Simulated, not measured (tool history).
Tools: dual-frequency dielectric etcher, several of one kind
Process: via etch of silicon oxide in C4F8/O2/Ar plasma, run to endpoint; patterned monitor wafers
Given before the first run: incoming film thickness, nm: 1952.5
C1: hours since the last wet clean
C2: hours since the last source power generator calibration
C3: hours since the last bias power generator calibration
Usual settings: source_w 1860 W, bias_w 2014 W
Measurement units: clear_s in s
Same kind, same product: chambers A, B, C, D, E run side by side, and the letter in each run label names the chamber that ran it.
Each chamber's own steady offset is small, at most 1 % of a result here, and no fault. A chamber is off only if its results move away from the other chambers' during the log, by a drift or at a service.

{"run": "1E", "day": 0.421, "source_w": 1860, "bias_w": 2014, "C1": 19.1, "C2": 610, "C3": 2810.1, "clear_s": 394.24}
{"run": "2A", "day": 0.929, "source_w": 1860, "bias_w": 2014, "C1": 378.7, "C2": 1825, "C3": 2469.6, "clear_s": 395.41}
{"run": "3B", "day": 1.175, "source_w": 1860, "bias_w": 2014, "C1": 487, "C2": 1683.2, "C3": 1726.1, "clear_s": 394.56}
{"run": "4C", "day": 1.4, "source_w": 1860, "bias_w": 2014, "C1": 674.5, "C2": 3639.2, "C3": 860, "clear_s": 401.51}
{"day": 1.675, "done": "chamber C: wet clean of the chamber"}
{"run": "5D", "day": 1.788, "source_w": 1860, "bias_w": 2014, "C1": 240.3, "C2": 3377.3, "C3": 1597.5, "clear_s": 391.16}
{"run": "6A", "day": 2.008, "source_w": 1860, "bias_w": 2014, "C1": 404.6, "C2": 1850.9, "C3": 2495.5, "clear_s": 396.91}
{"run": "7D", "day": 2.492, "source_w": 1860, "bias_w": 2014, "C1": 257.2, "C2": 3394.2, "C3": 1614.4, "clear_s": 392.59}
{"run": "8C", "day": 2.917, "source_w": 2150, "bias_w": 1669, "C1": 29.8, "C2": 3675.6, "C3": 896.4, "clear_s": 395.2}
{"run": "9E", "day": 3.392, "source_w": 2150, "bias_w": 1669, "C1": 90.4, "C2": 681.3, "C3": 2881.4, "clear_s": 395.69}
{"run": "10B", "day": 3.788, "source_w": 2150, "bias_w": 1669, "C1": 549.7, "C2": 1745.9, "C3": 1788.8, "clear_s": 397.34}
{"run": "11B", "day": 4.217, "source_w": 2150, "bias_w": 1669, "C1": 560, "C2": 1756.2, "C3": 1799.1, "clear_s": 391.67}
{"day": 4.35, "done": "chamber B: wet clean of the chamber"}
{"run": "12A", "day": 4.438, "source_w": 2150, "bias_w": 1669, "C1": 462.9, "C2": 1909.2, "C3": 2553.8, "clear_s": 394.94}
{"run": "13C", "day": 4.9, "source_w": 1860, "bias_w": 2014, "C1": 77.4, "C2": 3723.2, "C3": 944, "clear_s": 393.54}
{"run": "14E", "day": 5.342, "source_w": 2080, "bias_w": 1608, "C1": 137.2, "C2": 728.1, "C3": 2928.2, "clear_s": 404.01}
{"run": "15D", "day": 5.608, "source_w": 2080, "bias_w": 1608, "C1": 332, "C2": 3469, "C3": 1689.2, "clear_s": 396.89}
{"run": "16B", "day": 5.879, "source_w": 2080, "bias_w": 1608, "C1": 36.8, "C2": 1796.1, "C3": 1839, "clear_s": 404.57}
{"run": "17E", "day": 6.229, "source_w": 2080, "bias_w": 1608, "C1": 158.5, "C2": 749.4, "C3": 2949.5, "clear_s": 408.18}
{"run": "18C", "day": 6.662, "source_w": 2080, "bias_w": 1608, "C1": 119.7, "C2": 3765.5, "C3": 986.3, "clear_s": 403.04}
{"run": "19D", "day": 7.029, "source_w": 1860, "bias_w": 2014, "C1": 366.1, "C2": 3503.1, "C3": 1723.3, "clear_s": 389.76}
{"day": 7.142, "done": "chamber A: wet clean of the chamber"}
{"run": "20A", "day": 7.458, "source_w": 1860, "bias_w": 2014, "C1": 7.7, "C2": 1981.7, "C3": 2626.3, "clear_s": 397.41}
{"run": "21E", "day": 7.808, "source_w": 1860, "bias_w": 2014, "C1": 196.4, "C2": 787.3, "C3": 2987.4, "clear_s": 393.06}
{"run": "22A", "day": 8.171, "source_w": 1860, "bias_w": 2014, "C1": 24.8, "C2": 1998.8, "C3": 2643.4, "clear_s": 397.59}
{"run": "23B", "day": 8.442, "source_w": 1860, "bias_w": 2014, "C1": 98.3, "C2": 1857.6, "C3": 1900.5, "clear_s": 399.05}
{"run": "24D", "day": 8.767, "source_w": 1860, "bias_w": 2014, "C1": 407.8, "C2": 3544.8, "C3": 1765, "clear_s": 384.76}
{"run": "25C", "day": 9.179, "source_w": 2060, "bias_w": 1591, "C1": 180.1, "C2": 3825.9, "C3": 1046.7, "clear_s": 411}
{"run": "26E", "day": 9.433, "source_w": 2060, "bias_w": 1591, "C1": 235.4, "C2": 826.3, "C3": 3026.4, "clear_s": 406.95}
{"run": "27A", "day": 9.933, "source_w": 2060, "bias_w": 1591, "C1": 67.1, "C2": 2041.1, "C3": 2685.7, "clear_s": 408.36}
{"run": "28C", "day": 10.358, "source_w": 2060, "bias_w": 1591, "C1": 208.4, "C2": 3854.2, "C3": 1075, "clear_s": 406.53}
{"run": "29D", "day": 10.638, "source_w": 2060, "bias_w": 1591, "C1": 452.7, "C2": 3589.7, "C3": 1809.9, "clear_s": 394.29}
{"run": "30B", "day": 10.867, "source_w": 2020, "bias_w": 1816, "C1": 156.5, "C2": 1915.8, "C3": 1958.7, "clear_s": 394.54}
{"run": "31A", "day": 11.358, "source_w": 2020, "bias_w": 1816, "C1": 101.3, "C2": 2075.3, "C3": 2719.9, "clear_s": 396.49}
{"run": "32C", "day": 11.608, "source_w": 2020, "bias_w": 1816, "C1": 238.4, "C2": 3884.2, "C3": 1105, "clear_s": 394.56}
{"run": "33B", "day": 11.896, "source_w": 2020, "bias_w": 1816, "C1": 181.2, "C2": 1940.5, "C3": 1983.4, "clear_s": 395.88}
{"run": "34E", "day": 12.346, "source_w": 2020, "bias_w": 1816, "C1": 305.3, "C2": 896.2, "C3": 3096.3, "clear_s": 394.77}
{"run": "35D", "day": 12.762, "source_w": 1570, "bias_w": 2014, "C1": 503.7, "C2": 3640.7, "C3": 1860.9, "clear_s": 400.04}
{"run": "36C", "day": 13.121, "source_w": 1570, "bias_w": 2014, "C1": 274.7, "C2": 3920.5, "C3": 1141.3, "clear_s": 423.3}
{"run": "37A", "day": 13.488, "source_w": 1570, "bias_w": 2014, "C1": 152.4, "C2": 2126.4, "C3": 2771, "clear_s": 425.6}
{"run": "38B", "day": 13.954, "source_w": 1570, "bias_w": 2014, "C1": 230.6, "C2": 1989.9, "C3": 2032.8, "clear_s": 422.05}

All 5 chambers run these settings next. Forecast each chamber's results:
{"run": "39A", "day": 14.317, "source_w": 1860, "bias_w": 2014, "clear_s": "?"}
{"run": "39B", "day": 14.317, "source_w": 1860, "bias_w": 2014, "clear_s": "?"}
{"run": "39C", "day": 14.317, "source_w": 1860, "bias_w": 2014, "clear_s": "?"}
{"run": "39D", "day": 14.317, "source_w": 1860, "bias_w": 2014, "clear_s": "?"}
{"run": "39E", "day": 14.317, "source_w": 1860, "bias_w": 2014, "clear_s": "?"}

run=39A clear_s=400.88
run=39B clear_s=396.87
run=39C clear_s=398.89
run=39D clear_s=376.85
run=39E clear_s=401.35
